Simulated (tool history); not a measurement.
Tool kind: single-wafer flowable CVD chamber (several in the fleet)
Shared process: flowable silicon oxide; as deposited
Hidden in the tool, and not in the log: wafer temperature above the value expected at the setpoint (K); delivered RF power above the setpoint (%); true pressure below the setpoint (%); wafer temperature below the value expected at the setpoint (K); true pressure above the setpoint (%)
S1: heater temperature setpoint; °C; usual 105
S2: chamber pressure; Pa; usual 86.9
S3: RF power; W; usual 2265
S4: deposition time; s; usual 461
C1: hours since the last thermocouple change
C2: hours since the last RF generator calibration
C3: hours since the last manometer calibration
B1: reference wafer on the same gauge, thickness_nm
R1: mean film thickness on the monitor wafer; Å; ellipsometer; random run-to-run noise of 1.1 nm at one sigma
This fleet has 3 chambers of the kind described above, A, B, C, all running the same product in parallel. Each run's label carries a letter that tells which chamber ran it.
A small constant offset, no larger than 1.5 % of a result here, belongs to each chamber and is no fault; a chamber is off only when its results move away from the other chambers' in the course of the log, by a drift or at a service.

run	day	S1	S2	S3	S4	C1	C2	C3	B1	R1
1B	0.408	105	86.9	2265	461	15.9	1012.5	444.6	187.25	1832.2
2C	0.9	105	86.9	2265	461	961	764.5	465.2	186.86	1853.4
3A	1.4	105	86.9	2265	461	564.2	769.1	1165.5	187.06	1816.4
4C	1.783	105	86.9	2265	461	982.2	785.7	486.4	186.76	1848.4
5A	2.45	105	86.9	2265	461	589.4	794.3	1190.7	187.16	1815
6B	3.067	105	86.9	2265	461	79.7	1076.3	508.4	186.96	1815.7
7B	3.5	105	86.9	2265	461	90.1	1086.7	518.8	187.13	1807
8C	4	105	86.9	2265	461	1035.4	838.9	539.6	187.05	1848.4
9A	4.338	105	86.9	2570	534	634.7	839.6	1236	186.67	2142.9
10A	4.946	105	86.9	2570	534	649.3	854.2	1250.6	187	2160.8
11B	5.254	105	86.9	2570	534	132.2	1128.8	560.9	187.01	2183.9
12C	5.875	105	86.9	2265	461	1080.4	883.9	584.6	186.93	1846.3
13C	6.429	105	86.9	2265	461	1093.7	897.2	597.9	186.88	1881.2
14A	6.825	105	86.9	2265	461	694.4	899.3	1295.7	186.87	1813.4
15B	7.279	105	86.9	2265	461	180.8	1177.4	609.5	187.09	1828.9
16B	7.646	105	86.9	2265	461	189.6	1186.2	618.3	186.83	1823.2
17C	8.071	105	86.9	2265	461	1133.1	936.6	637.3	186.91	1879.5
18A	8.633	105	86.9	2265	461	737.8	942.7	1339.1	187.02	1806
19B	9.279	105	86.9	2265	461	228.8	1225.4	657.5	186.98	1819.5
20A	9.642	105	86.9	2265	461	762	966.9	1363.3	187.14	1806.7
21C	10.262	105	86.9	2265	461	1185.7	989.2	689.9	186.98	1905.8
22C	10.742	105	86.9	2265	461	1197.2	1000.7	701.4	186.8	1908.5
23A	11.388	105	86.9	2265	461	803.9	1008.8	1405.2	186.9	1820.5
24B	11.671	105	86.9	2265	461	286.2	1282.8	714.9	186.85	1832.3
25A	12.079	105	86.9	2265	461	820.5	1025.4	1421.8	186.97	1812.7
26B	12.45	105	86.9	2265	461	304.9	1301.5	733.6	186.57	1829.7
27C	12.962	105	86.9	2265	461	1250.5	1054	754.7	186.9	1925.1
28B	13.454	105	86.9	2265	461	329	1325.6	757.7	187	1819.7
29C	13.979	105	104.7	2545	461	1274.9	1078.4	779.1	187.24	2511.7
30A	14.275	105	104.7	2545	461	873.2	1078.1	1474.5	186.79	2364.8
31B	14.717	105	104.7	2545	461	359.3	1355.9	788	187.19	2420.4
32C	15.246	105	86.9	2265	461	1305.3	1108.8	809.5	186.96	1943
33A	15.604	105	86.9	2080	461	905.1	1110	1506.4	187.05	1775.9
34B	16.138	105	86.9	2080	461	393.4	1390	822.1	187.02	1794.1
35A	16.512	105	86.9	2080	461	926.9	1131.8	1528.2	186.99	1797.3
36C	16.846	105	86.9	2265	461	1343.7	1147.2	847.9	187.02	1950.8
# day 16.908: chamber A: RF generator calibrated
37B	17.233	105	86.9	2265	461	419.7	1416.3	848.4	187.11	1839.6
38A	17.875	105	86.9	2265	461	959.6	23.3	1560.9	187.06	1812.3
39C	18.329	105	86.9	2265	461	1379.3	1182.8	883.5	186.85	1964.9
40A	18.917	105	86.9	2265	461	984.6	48.3	1585.9	186.99	1819.7

Next, all 3 chambers run the settings below, one line each with question marks for the results. What does each chamber give?
41A	19.396	105	86.9	2265	461					?
41B	19.396	105	86.9	2265	461					?
41C	19.396	105	86.9	2265	461					?

run	R1
41A	1811.7
41B	1824.6
41C	1962.4

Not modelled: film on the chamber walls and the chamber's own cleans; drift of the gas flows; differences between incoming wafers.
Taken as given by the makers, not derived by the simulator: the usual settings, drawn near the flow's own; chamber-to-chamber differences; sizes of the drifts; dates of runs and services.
